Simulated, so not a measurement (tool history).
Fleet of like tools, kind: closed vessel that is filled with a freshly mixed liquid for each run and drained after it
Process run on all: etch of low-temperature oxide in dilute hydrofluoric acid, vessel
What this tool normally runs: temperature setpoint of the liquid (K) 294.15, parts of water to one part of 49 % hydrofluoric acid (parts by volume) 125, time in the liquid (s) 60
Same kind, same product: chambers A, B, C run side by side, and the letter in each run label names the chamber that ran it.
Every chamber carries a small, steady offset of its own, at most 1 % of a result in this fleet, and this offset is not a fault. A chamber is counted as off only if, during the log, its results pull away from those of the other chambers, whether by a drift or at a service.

run	hour	temperature setpoint of the liquid (K)	parts of water to one part of 49 % hydrofluoric acid (parts by volume)	time in the liquid (s)	hours since the thermometer was replaced	hours since the hydrofluoric acid flow meter was replaced	read-back film thickness of the low-temperature oxide reference wafer, read on the same gauge (nm)	thickness taken off the low-temperature oxide on a monitor wafer (nm)
1B	13.3	294.15	125	60	1371	422.6	80.014	5.7095
2C	24	294.15	125	60	755	692.3	80.011	5.6793
3A	34.3	294.15	125	60	1032	1123.9	80.02	5.5968
4C	47.3	294.15	125	60	778.3	715.6	80.024	5.6047
5B	60.4	294.15	125	60	1418.1	469.7	79.987	5.7704
6A	70.9	294.15	125	60	1068.6	1160.5	80.022	5.5634
7A	79.5	294.15	125	60	1077.2	1169.1	80.033	5.6541
8C	87.7	294.15	125	40	818.7	756	79.993	3.7739
9B	97.5	294.15	125	40	1455.2	506.8	80.021	3.8556
10A	108.4	294.15	125	40	1106.1	1198	79.987	3.6698
11B	122.9	294.15	125	60	1480.6	532.2	80.038	5.8312
12C	131	294.15	125	60	862	799.3	79.986	5.7038
13C	138.8	294.15	125	60	869.8	807.1	79.993	5.7679
14A	152.8	294.15	125	60	1150.5	1242.4	80.005	5.4354
15B	161.9	294.15	125	60	1519.6	571.2	80.003	5.6923
# hour 166.6: chamber B: thermometer replaced
16C	176.4	294.15	125	60	907.4	844.7	79.974	5.7376
17B	190.8	294.15	125	60	24.2	600.1	79.972	5.7665
18A	205.3	294.15	125	60	1203	1294.9	80.009	5.3245
19C	213.6	294.15	125	60	944.6	881.9	80.013	5.6894
20B	228.2	294.15	125	60	61.6	637.5	79.993	5.7367
21A	237.9	294.15	125	60	1235.6	1327.5	80.023	5.2119
22C	244.5	294.15	125	60	975.5	912.8	79.934	5.6691
23B	253.7	294.15	125	60	87.1	663	80.027	5.7952
24A	265.7	294.15	125	60	1263.4	1355.3	80.014	5.2055
25A	272.2	294.15	125	60	1269.9	1361.8	80.013	5.1733
26B	280.2	294.15	125	60	113.6	689.5	79.984	5.6336

One chamber off, gauge drift, or nothing amiss beyond the chambers' own small offsets? If it is a chamber, which one, and what is the likeliest cause?

It is chamber A that slowly wanders off from its peers.
Likeliest cause: liquid colder than its thermometer reads (K) = 2.25.
The log might look much the same if the cause were instead: hydrofluoric acid flow below the setpoint (%).

Below are 4 candidate recipes for chamber A's next run, each the usual settings with a change, their results shown as question marks. Which of them brings A's results back in line with what the other chambers give on the usual settings?
In line here means within this much of the mean the other chambers give on the usual settings: thickness taken off the low-temperature oxide on a monitor wafer (nm) 0.19
27A-1	290.7	294.65	115	60				?
27A-2	290.7	293.15	125	60				?
27A-3	290.7	295.15	125	60				?
27A-4	290.7	293.65	135	60				?

What the other chambers average on the usual settings: thickness taken off the low-temperature oxide on a monitor wafer (nm) 5.7059
run	thickness taken off the low-temperature oxide on a monitor wafer (nm)
27A-1	5.7408
27A-2	4.9211
27A-3	5.3427
27A-4	4.6098
With 27A-1, the chamber falls back in line with the rest.
